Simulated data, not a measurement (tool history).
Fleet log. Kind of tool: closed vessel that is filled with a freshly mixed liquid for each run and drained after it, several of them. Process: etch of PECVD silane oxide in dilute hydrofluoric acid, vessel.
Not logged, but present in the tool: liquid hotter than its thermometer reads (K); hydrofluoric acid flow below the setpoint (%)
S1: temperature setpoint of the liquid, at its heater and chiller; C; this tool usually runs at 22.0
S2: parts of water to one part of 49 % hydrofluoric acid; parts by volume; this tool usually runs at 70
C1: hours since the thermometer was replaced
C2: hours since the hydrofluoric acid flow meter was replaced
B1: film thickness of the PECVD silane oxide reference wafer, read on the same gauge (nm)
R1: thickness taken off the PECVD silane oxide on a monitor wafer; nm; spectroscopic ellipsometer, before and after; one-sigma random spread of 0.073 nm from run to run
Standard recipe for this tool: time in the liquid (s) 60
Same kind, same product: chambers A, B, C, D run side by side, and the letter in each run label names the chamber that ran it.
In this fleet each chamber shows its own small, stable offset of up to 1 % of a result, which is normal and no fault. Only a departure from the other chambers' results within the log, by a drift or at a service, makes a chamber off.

run 1C hour=10.4 | S1=22.0 S2=70 time_in_the_liquid_(s)=60 | C1=984.4 C2=224.5 | B1=130.00 | R1=12.3200
run 2A hour=19.2 | S1=22.0 S2=70 time_in_the_liquid_(s)=60 | C1=2577.1 C2=896.6 | B1=130.01 | R1=12.2810
run 3B hour=29.8 | S1=22.0 S2=70 time_in_the_liquid_(s)=60 | C1=640.4 C2=1526.2 | B1=130.00 | R1=12.3540
run 4D hour=39.2 | S1=22.0 S2=70 time_in_the_liquid_(s)=60 | C1=254.3 C2=712.4 | B1=130.02 | R1=12.4100
run 5C hour=49.1 | S1=22.0 S2=70 time_in_the_liquid_(s)=60 | C1=1023.1 C2=263.2 | B1=130.01 | R1=12.1240
run 6B hour=57.8 | S1=22.0 S2=70 time_in_the_liquid_(s)=60 | C1=668.4 C2=1554.2 | B1=129.99 | R1=12.2410
-- hour=65.2 chamber D: hydrofluoric acid flow meter replaced
run 7D hour=67.0 | S1=18.0 S2=60 time_in_the_liquid_(s)=60 | C1=282.1 C2=1.9 | B1=130.01 | R1=12.3380
run 8A hour=75.0 | S1=18.0 S2=60 time_in_the_liquid_(s)=60 | C1=2632.9 C2=952.4 | B1=130.02 | R1=12.2050
run 9A hour=86.6 | S1=18.0 S2=60 time_in_the_liquid_(s)=60 | C1=2644.5 C2=964.0 | B1=129.99 | R1=12.3320
run 10B hour=92.1 | S1=18.0 S2=60 time_in_the_liquid_(s)=60 | C1=702.7 C2=1588.5 | B1=129.98 | R1=12.2590
run 11D hour=101.4 | S1=22.0 S2=70 time_in_the_liquid_(s)=60 | C1=316.5 C2=36.3 | B1=130.01 | R1=12.3410
run 12C hour=110.7 | S1=22.0 S2=70 time_in_the_liquid_(s)=60 | C1=1084.7 C2=324.8 | B1=129.98 | R1=12.0290
run 13B hour=117.1 | S1=22.0 S2=70 time_in_the_liquid_(s)=60 | C1=727.7 C2=1613.5 | B1=129.98 | R1=12.3460
run 14D hour=124.4 | S1=22.0 S2=70 time_in_the_liquid_(s)=60 | C1=339.5 C2=59.3 | B1=130.01 | R1=12.2460
run 15C hour=131.6 | S1=22.0 S2=70 time_in_the_liquid_(s)=60 | C1=1105.6 C2=345.7 | B1=130.01 | R1=11.8010
run 16A hour=138.2 | S1=22.0 S2=70 time_in_the_liquid_(s)=60 | C1=2696.1 C2=1015.6 | B1=130.02 | R1=12.1700
run 17C hour=146.4 | S1=22.0 S2=70 time_in_the_liquid_(s)=60 | C1=1120.4 C2=360.5 | B1=130.01 | R1=11.6900
run 18B hour=154.0 | S1=19.0 S2=85 time_in_the_liquid_(s)=60 | C1=764.6 C2=1650.4 | B1=130.00 | R1=8.8668
run 19A hour=165.4 | S1=19.0 S2=85 time_in_the_liquid_(s)=60 | C1=2723.3 C2=1042.8 | B1=130.00 | R1=8.7298
run 20D hour=175.9 | S1=19.0 S2=85 time_in_the_liquid_(s)=60 | C1=391.0 C2=110.8 | B1=129.98 | R1=8.8609
run 21A hour=185.5 | S1=19.0 S2=85 time_in_the_liquid_(s)=60 | C1=2743.4 C2=1062.9 | B1=130.00 | R1=8.8233
run 22D hour=196.9 | S1=22.0 S2=70 time_in_the_liquid_(s)=60 | C1=412.0 C2=131.8 | B1=129.96 | R1=12.3370
run 23B hour=203.3 | S1=26.5 S2=40 time_in_the_liquid_(s)=60 | C1=813.9 C2=1699.7 | B1=129.96 | R1=27.3450
run 24C hour=215.3 | S1=26.5 S2=40 time_in_the_liquid_(s)=60 | C1=1189.3 C2=429.4 | B1=129.98 | R1=25.3570
run 25B hour=226.7 | S1=26.5 S2=40 time_in_the_liquid_(s)=60 | C1=837.3 C2=1723.1 | B1=129.99 | R1=27.4160
run 26D hour=237.9 | S1=26.5 S2=40 time_in_the_liquid_(s)=60 | C1=453.0 C2=172.8 | B1=130.00 | R1=26.6850

Predict what each chamber gives when all 4 of them run the settings below next.
run 27A hour=246.5 | S1=22.0 S2=70 time_in_the_liquid_(s)=60 | R1=?
run 27B hour=246.5 | S1=22.0 S2=70 time_in_the_liquid_(s)=60 | R1=?
run 27C hour=246.5 | S1=22.0 S2=70 time_in_the_liquid_(s)=60 | R1=?
run 27D hour=246.5 | S1=22.0 S2=70 time_in_the_liquid_(s)=60 | R1=?

run=27A R1=12.3230
run=27B R1=12.3610
run=27C R1=11.2630
run=27D R1=12.1980
